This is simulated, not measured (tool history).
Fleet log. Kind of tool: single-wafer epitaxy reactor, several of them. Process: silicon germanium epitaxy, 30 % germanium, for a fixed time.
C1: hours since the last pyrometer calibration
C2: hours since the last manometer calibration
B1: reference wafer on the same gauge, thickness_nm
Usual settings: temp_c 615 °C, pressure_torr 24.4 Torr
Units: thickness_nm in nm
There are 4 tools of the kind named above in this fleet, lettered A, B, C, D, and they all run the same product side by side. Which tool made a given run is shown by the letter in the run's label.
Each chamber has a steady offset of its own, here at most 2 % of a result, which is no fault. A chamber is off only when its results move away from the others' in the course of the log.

run 1D hour=8.7 | temp_c=615 pressure_torr=24.4 | C1=1674.1 C2=1460.9 | B1=86.122 | thickness_nm=84.051
run 2B hour=16.9 | temp_c=615 pressure_torr=24.4 | C1=30.8 C2=1157.4 | B1=86.132 | thickness_nm=84.077
run 3A hour=26.9 | temp_c=615 pressure_torr=24.4 | C1=2266.2 C2=566.9 | B1=86.089 | thickness_nm=82.403
run 4C hour=37.5 | temp_c=615 pressure_torr=24.4 | C1=2753.6 C2=317.6 | B1=86.155 | thickness_nm=84.166
run 5A hour=49.8 | temp_c=615 pressure_torr=24.4 | C1=2289.1 C2=589.8 | B1=86.171 | thickness_nm=82.342
run 6B hour=55.9 | temp_c=621 pressure_torr=26.5 | C1=69.8 C2=1196.4 | B1=86.157 | thickness_nm=96.597
run 7C hour=66.8 | temp_c=621 pressure_torr=26.5 | C1=2782.9 C2=346.9 | B1=86.215 | thickness_nm=96.640
run 8D hour=77.3 | temp_c=621 pressure_torr=26.5 | C1=1742.7 C2=1529.5 | B1=86.174 | thickness_nm=96.378
run 9C hour=84.2 | temp_c=621 pressure_torr=26.5 | C1=2800.3 C2=364.3 | B1=86.245 | thickness_nm=96.539
run 10B hour=93.9 | temp_c=615 pressure_torr=24.4 | C1=107.8 C2=1234.4 | B1=86.218 | thickness_nm=84.078
run 11D hour=102.8 | temp_c=615 pressure_torr=24.4 | C1=1768.2 C2=1555.0 | B1=86.231 | thickness_nm=84.192
run 12A hour=109.6 | temp_c=615 pressure_torr=24.4 | C1=2348.9 C2=649.6 | B1=86.273 | thickness_nm=82.474
run 13B hour=117.4 | temp_c=615 pressure_torr=24.4 | C1=131.3 C2=1257.9 | B1=86.244 | thickness_nm=84.256
run 14C hour=128.5 | temp_c=615 pressure_torr=24.4 | C1=2844.6 C2=408.6 | B1=86.281 | thickness_nm=84.435
run 15A hour=137.2 | temp_c=615 pressure_torr=24.4 | C1=2376.5 C2=677.2 | B1=86.308 | thickness_nm=82.315
run 16D hour=150.5 | temp_c=615 pressure_torr=24.4 | C1=1815.9 C2=1602.7 | B1=86.278 | thickness_nm=83.934
-- hour=156.7 chamber A: pyrometer calibrated
run 17D hour=164.0 | temp_c=615 pressure_torr=28.5 | C1=1829.4 C2=1616.2 | B1=86.336 | thickness_nm=89.560
run 18B hour=177.9 | temp_c=615 pressure_torr=28.5 | C1=191.8 C2=1318.4 | B1=86.336 | thickness_nm=89.550
run 19A hour=185.3 | temp_c=615 pressure_torr=28.5 | C1=28.6 C2=725.3 | B1=86.387 | thickness_nm=87.804
run 20C hour=196.7 | temp_c=615 pressure_torr=28.5 | C1=2912.8 C2=476.8 | B1=86.364 | thickness_nm=90.101
run 21C hour=203.2 | temp_c=615 pressure_torr=24.4 | C1=2919.3 C2=483.3 | B1=86.388 | thickness_nm=84.205
run 22D hour=214.8 | temp_c=615 pressure_torr=24.4 | C1=1880.2 C2=1667.0 | B1=86.419 | thickness_nm=84.116
run 23A hour=224.0 | temp_c=615 pressure_torr=29.6 | C1=67.3 C2=764.0 | B1=86.416 | thickness_nm=89.295
run 24B hour=235.2 | temp_c=615 pressure_torr=29.6 | C1=249.1 C2=1375.7 | B1=86.422 | thickness_nm=91.264
run 25B hour=244.8 | temp_c=615 pressure_torr=29.6 | C1=258.7 C2=1385.3 | B1=86.484 | thickness_nm=91.014
run 26A hour=254.6 | temp_c=615 pressure_torr=29.6 | C1=97.9 C2=794.6 | B1=86.489 | thickness_nm=88.833
run 27C hour=262.7 | temp_c=615 pressure_torr=24.4 | C1=2978.8 C2=542.8 | B1=86.495 | thickness_nm=84.357
-- hour=266.0 chamber C: pyrometer calibrated
run 28D hour=274.1 | temp_c=615 pressure_torr=24.4 | C1=1939.5 C2=1726.3 | B1=86.455 | thickness_nm=84.225
run 29A hour=285.3 | temp_c=615 pressure_torr=24.4 | C1=128.6 C2=825.3 | B1=86.514 | thickness_nm=82.737
run 30D hour=297.8 | temp_c=608 pressure_torr=29.2 | C1=1963.2 C2=1750.0 | B1=86.530 | thickness_nm=79.641
run 31C hour=310.2 | temp_c=608 pressure_torr=29.2 | C1=44.3 C2=590.3 | B1=86.561 | thickness_nm=80.445
run 32B hour=317.0 | temp_c=608 pressure_torr=29.2 | C1=330.9 C2=1457.5 | B1=86.560 | thickness_nm=80.175
run 33C hour=328.8 | temp_c=608 pressure_torr=29.2 | C1=62.9 C2=608.9 | B1=86.575 | thickness_nm=80.180
run 34B hour=342.3 | temp_c=615 pressure_torr=24.4 | C1=356.2 C2=1482.8 | B1=86.562 | thickness_nm=84.545
run 35D hour=349.7 | temp_c=615 pressure_torr=24.4 | C1=2015.1 C2=1801.9 | B1=86.593 | thickness_nm=84.393
run 36A hour=356.6 | temp_c=615 pressure_torr=24.4 | C1=199.9 C2=896.6 | B1=86.615 | thickness_nm=82.844
run 37B hour=369.9 | temp_c=615 pressure_torr=24.4 | C1=383.8 C2=1510.4 | B1=86.674 | thickness_nm=84.353
run 38A hour=383.7 | temp_c=625 pressure_torr=27.0 | C1=227.0 C2=923.7 | B1=86.665 | thickness_nm=102.730
run 39D hour=391.1 | temp_c=625 pressure_torr=27.0 | C1=2056.5 C2=1843.3 | B1=86.680 | thickness_nm=104.890
run 40C hour=400.7 | temp_c=625 pressure_torr=27.0 | C1=134.8 C2=680.8 | B1=86.701 | thickness_nm=104.640

Is one chamber out of step, is the gauge drifting, or do the chambers differ by no more than their own small offsets? For an off chamber, give its letter and the likeliest cause.

Every chamber seems to shift together because the gauge that measures them all drifts; the chambers themselves are fine.
What lies behind it: gauge reads high (%) = 0.687.

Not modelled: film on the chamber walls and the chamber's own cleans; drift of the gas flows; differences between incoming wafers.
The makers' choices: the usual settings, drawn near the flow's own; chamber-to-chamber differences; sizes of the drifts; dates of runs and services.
